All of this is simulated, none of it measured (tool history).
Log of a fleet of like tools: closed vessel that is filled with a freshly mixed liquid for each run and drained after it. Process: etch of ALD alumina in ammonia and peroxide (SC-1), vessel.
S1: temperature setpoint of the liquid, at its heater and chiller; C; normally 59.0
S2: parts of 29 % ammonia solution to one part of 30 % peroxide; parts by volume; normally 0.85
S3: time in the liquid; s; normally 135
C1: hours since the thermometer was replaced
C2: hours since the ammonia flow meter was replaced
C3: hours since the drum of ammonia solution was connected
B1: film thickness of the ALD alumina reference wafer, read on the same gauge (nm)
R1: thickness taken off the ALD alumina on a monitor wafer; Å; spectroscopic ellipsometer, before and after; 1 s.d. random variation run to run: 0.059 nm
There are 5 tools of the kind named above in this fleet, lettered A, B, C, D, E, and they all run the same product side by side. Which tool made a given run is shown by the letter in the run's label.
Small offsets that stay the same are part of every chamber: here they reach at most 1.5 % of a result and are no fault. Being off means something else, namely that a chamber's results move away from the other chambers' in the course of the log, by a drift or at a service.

run	hour	S1	S2	S3	C1	C2	C3	B1	R1
# hour 6.1: chamber D: new drum of ammonia solution connected
1C	7.6	59.0	0.85	135	1514.4	141.1	141.2	59.982	96.803
2B	19.7	59.0	0.85	135	1619.2	270.6	632.7	60.030	95.073
3D	27.6	59.0	0.85	135	1030.5	1257.6	21.6	60.052	97.379
4E	35.6	59.0	0.85	135	710.4	166.3	124.7	60.005	96.808
5A	43.7	59.0	0.85	135	953.6	459.1	305.2	60.018	94.136
6B	51.9	59.0	0.85	135	1651.4	302.8	664.9	59.999	95.042
7C	60.6	59.0	0.85	135	1567.4	194.1	194.2	60.032	95.197
8D	72.8	59.0	0.85	135	1075.7	1302.8	66.8	59.978	97.047
9A	78.5	59.0	0.85	135	988.4	493.9	340.0	60.002	95.305
10E	89.4	59.0	0.85	135	764.2	220.1	178.5	60.009	95.647
11C	95.5	59.0	0.85	135	1602.3	229.0	229.1	60.006	96.385
12D	101.5	59.0	0.85	135	1104.4	1331.5	95.5	59.983	99.342
# hour 114.0: chamber C: thermometer replaced
13B	114.0	59.0	0.85	135	1713.5	364.9	727.0	59.968	96.336
14E	126.6	59.0	0.85	135	801.4	257.3	215.7	60.018	96.094
15A	133.1	59.0	0.85	135	1043.0	548.5	394.6	59.957	94.995
16A	140.4	59.0	0.85	135	1050.3	555.8	401.9	59.992	95.232
# hour 142.4: chamber C: new drum of ammonia solution connected
17E	146.5	59.0	0.85	135	821.3	277.2	235.6	60.035	95.586
18D	154.2	59.0	0.85	135	1157.1	1384.2	148.2	60.023	98.578
19C	160.4	59.0	0.85	135	46.5	293.9	18.0	60.047	94.700
20B	170.3	59.0	0.85	135	1769.8	421.2	783.3	60.017	95.299
21C	182.8	67.5	0.70	135	68.9	316.3	40.4	59.965	144.900
22A	191.2	67.5	0.70	135	1101.1	606.6	452.7	60.028	143.400
23B	198.1	67.5	0.70	135	1797.6	449.0	811.1	59.995	143.770
24E	204.3	67.5	0.70	135	879.1	335.0	293.4	60.015	145.110
25D	212.8	67.5	0.70	135	1215.7	1442.8	206.8	60.014	149.070
26B	222.1	59.0	0.85	135	1821.6	473.0	835.1	60.023	93.850
27D	229.4	59.0	0.85	135	1232.3	1459.4	223.4	59.998	100.770
28C	239.6	59.0	0.85	135	125.7	373.1	97.2	60.031	95.714
29A	247.4	59.0	0.85	135	1157.3	662.8	508.9	59.999	94.965
30E	253.9	59.0	0.85	135	928.7	384.6	343.0	59.991	95.113
31E	261.2	59.0	0.85	135	936.0	391.9	350.3	59.994	95.309
# hour 268.2: chamber B: thermometer replaced
32B	268.6	59.0	0.85	135	0.4	519.5	881.6	59.995	95.316
33D	280.3	59.0	0.85	135	1283.2	1510.3	274.3	60.017	100.850
34A	290.9	59.0	0.85	135	1200.8	706.3	552.4	60.033	95.558
35C	303.3	59.0	0.85	135	189.4	436.8	160.9	60.004	95.815
36B	313.7	59.0	0.85	135	45.5	564.6	926.7	59.987	96.040

For the next run the whole fleet of 5 chambers uses the same settings. Give each chamber's results:
37A	323.0	59.0	0.85	135					?
37B	323.0	59.0	0.85	135					?
37C	323.0	59.0	0.85	135					?
37D	323.0	59.0	0.85	135					?
37E	323.0	59.0	0.85	135					?

run	R1
37A	95.817
37B	94.806
37C	95.879
37D	101.260
37E	95.517
